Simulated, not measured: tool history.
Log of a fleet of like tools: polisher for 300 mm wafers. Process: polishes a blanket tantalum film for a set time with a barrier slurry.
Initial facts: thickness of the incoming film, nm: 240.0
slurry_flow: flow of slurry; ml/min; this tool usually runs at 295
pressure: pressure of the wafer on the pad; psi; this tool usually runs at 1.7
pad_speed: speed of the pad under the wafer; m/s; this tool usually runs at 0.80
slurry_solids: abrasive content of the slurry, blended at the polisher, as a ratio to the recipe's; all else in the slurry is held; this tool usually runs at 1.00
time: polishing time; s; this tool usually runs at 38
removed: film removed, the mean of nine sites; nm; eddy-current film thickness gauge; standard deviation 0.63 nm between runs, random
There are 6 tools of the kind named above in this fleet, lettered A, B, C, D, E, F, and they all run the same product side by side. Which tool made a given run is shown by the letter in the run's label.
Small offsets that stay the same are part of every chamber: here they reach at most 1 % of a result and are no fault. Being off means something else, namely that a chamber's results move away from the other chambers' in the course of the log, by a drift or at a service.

run,day,slurry_flow,pressure,pad_speed,slurry_solids,time,wafers polished on this pad,hours since the slurry nozzle was cleaned,hours since the head pressure was calibrated,hours since the slurry blender was calibrated,removed
# day 0.029: chamber A: worn pad replaced by a new one
# day 0.196: chamber D: worn pad replaced by a new one
1D,0.312,295,1.7,0.80,1.00,38,40,817.4,802.9,370.4,43.212
# day 0.596: chamber F: slurry blender recalibrated
# day 0.621: chamber E: worn pad replaced by a new one
2E,0.625,295,1.7,0.80,1.00,38,2,85.6,467.5,111.9,42.877
3F,1.204,295,1.7,0.80,1.00,38,867,90.0,571.9,14.6,41.309
4C,1.512,295,1.7,0.80,1.00,38,1207,601.0,159.2,136.2,42.961
# day 1.538: chamber B: worn pad replaced by a new one
# day 1.917: chamber C: worn pad replaced by a new one
5B,1.929,295,1.7,0.80,1.00,38,133,84.5,485.4,73.4,43.166
# day 2.071: chamber D: slurry nozzle cleaned
6A,2.475,295,1.7,0.80,1.00,38,833,251.0,832.8,198.1,41.670
# day 2.788: chamber A: slurry blender recalibrated
7C,2.800,295,1.7,0.68,1.00,38,301,631.9,190.1,167.1,36.344
# day 2.850: chamber C: slurry blender recalibrated
# day 3.321: chamber A: worn pad replaced by a new one
8D,3.338,295,1.7,0.68,1.00,38,1071,30.4,875.5,443.0,36.147
# day 3.396: chamber C: slurry nozzle cleaned
9B,3.917,295,1.7,0.68,1.00,38,811,132.2,533.1,121.1,36.556
# day 4.108: chamber E: worn pad replaced by a new one
# day 4.196: chamber D: slurry blender recalibrated
10E,4.429,295,1.7,0.68,1.00,38,110,176.9,558.8,203.2,35.610
# day 4.712: chamber B: worn pad replaced by a new one
11F,4.712,295,1.7,0.68,1.00,38,2063,174.2,656.1,98.8,35.842
# day 4.867: chamber D: worn pad replaced by a new one
12A,5.046,295,1.7,0.68,1.00,38,588,312.7,894.5,54.3,35.152
13D,5.596,295,1.7,0.80,1.00,38,248,84.6,929.7,33.7,43.307
# day 5.812: chamber C: worn pad replaced by a new one
14C,6.188,295,1.7,0.80,1.00,38,127,67.1,271.4,80.1,43.485
15A,6.571,295,1.7,0.80,1.00,38,1107,349.3,931.1,90.9,42.201
# day 6.754: chamber A: worn pad replaced by a new one
# day 6.946: chamber E: slurry nozzle cleaned
16E,6.996,295,1.7,0.80,1.00,38,984,1.3,620.4,264.8,43.276
17B,7.271,295,1.7,0.80,1.00,38,872,212.7,613.6,201.6,42.441
18F,7.612,295,1.7,0.80,0.75,38,3051,243.8,725.7,168.4,38.583
# day 7.700: chamber F: slurry blender recalibrated
# day 7.871: chamber E: worn pad replaced by a new one
19E,7.908,295,1.7,0.80,0.75,38,13,23.2,642.3,286.7,38.758
# day 8.342: chamber B: slurry blender recalibrated
20D,8.400,295,1.7,0.80,0.75,38,1204,151.9,997.0,101.0,38.778
# day 8.442: chamber C: slurry blender recalibrated
# day 8.512: chamber D: worn pad replaced by a new one
# day 8.621: chamber B: worn pad replaced by a new one
# day 8.850: chamber C: worn pad replaced by a new one
21A,8.996,295,1.7,0.80,0.75,38,764,407.5,989.3,149.1,38.699
22F,9.429,295,1.7,0.80,0.75,38,3670,287.4,769.3,41.6,37.923
# day 9.458: chamber A: slurry blender recalibrated
23B,9.708,295,1.7,0.80,0.75,38,371,271.2,672.1,32.9,39.370
# day 9.788: chamber B: slurry nozzle cleaned
# day 10.050: chamber A: worn pad replaced by a new one
24C,10.254,295,1.7,0.80,1.00,38,479,164.7,369.0,43.5,43.678
25E,10.525,295,1.7,0.80,1.00,38,904,86.0,705.1,349.5,42.470
# day 10.971: chamber E: worn pad replaced by a new one
26A,11.067,295,1.7,0.80,1.00,38,346,457.2,1039.0,38.6,42.454
# day 11.083: chamber E: slurry blender recalibrated
27D,11.400,295,1.7,0.80,1.00,38,984,223.9,1069.0,173.0,43.470
# day 11.721: chamber B: worn pad replaced by a new one
28C,11.883,295,1.7,0.80,1.00,38,1034,203.8,408.1,82.6,41.841
29B,12.167,295,1.7,0.80,1.00,38,152,57.2,731.1,91.9,43.551
30F,12.629,295,1.7,0.80,1.00,38,4760,364.2,846.1,118.4,41.034
# day 12.662: chamber D: worn pad replaced by a new one
# day 12.758: chamber C: worn pad replaced by a new one
31F,13.200,295,1.7,0.80,1.00,38,4955,377.9,859.8,132.1,39.037
32C,13.796,295,1.7,0.80,1.00,38,354,249.7,454.0,128.5,43.818
# day 13.867: chamber A: worn pad replaced by a new one
# day 14.038: chamber E: worn pad replaced by a new one
33A,14.288,295,1.7,0.92,1.00,45,144,534.5,1116.3,115.9,58.546
# day 14.417: chamber F: slurry blender recalibrated
# day 14.688: chamber C: slurry blender recalibrated
34D,14.796,295,1.7,0.92,1.00,45,727,305.4,1150.5,254.5,57.781
# day 15.142: chamber B: worn pad replaced by a new one
35B,15.325,295,1.7,0.92,1.00,45,63,133.0,806.9,167.7,58.891
36E,15.633,295,1.7,0.92,1.00,45,544,208.6,827.7,109.3,57.675
37F,15.917,295,1.7,0.92,1.00,45,5880,443.1,925.0,36.1,54.110
# day 16.288: chamber C: worn pad replaced by a new one
# day 16.296: chamber A: slurry blender recalibrated
38B,16.325,295,1.7,0.92,1.00,45,403,157.0,830.9,191.7,58.645
# day 16.342: chamber D: worn pad replaced by a new one
39D,16.746,295,1.7,0.80,1.00,38,138,352.2,1197.3,301.3,43.042
40A,17.146,295,1.7,0.80,1.00,38,1118,603.1,1184.9,20.5,41.675
41C,17.492,295,1.7,0.80,1.00,38,411,338.4,542.7,67.4,42.789

Read the log: is a single chamber off, either drifting away or since a service, is the gauge that measures every chamber drifting, or is nothing wrong beyond small per-chamber offsets? Name any odd chamber and what most likely caused it.

One chamber, F, drifts off from the rest bit by bit.
What lies behind it: removal rate lost through wear of the pad, % = 8.79.
It could be hard to tell apart here from: head's pressure below its setpoint, %.

Which of the 4 candidates below, each the usual settings with something changed and its results left as question marks, puts chamber F back in line with what the other chambers give on the usual settings?
In-line tolerance around the mean of the other chambers on the usual settings: removed 2.200 nm
42F-1,17.925,295,1.7,0.84,1.00,40,,,,,?
42F-2,17.925,295,1.6,0.76,1.00,36,,,,,?
42F-3,17.925,295,1.8,0.86,1.00,40,,,,,?
42F-4,17.925,295,1.7,0.74,1.00,38,,,,,?

The mean the other chambers reach with the usual settings: removed 42.783 nm
run,removed
42F-1,43.944
42F-2,33.625
42F-3,47.684
42F-4,36.747
Change 42F-1 lands the chamber within the allowed miss of the other chambers.
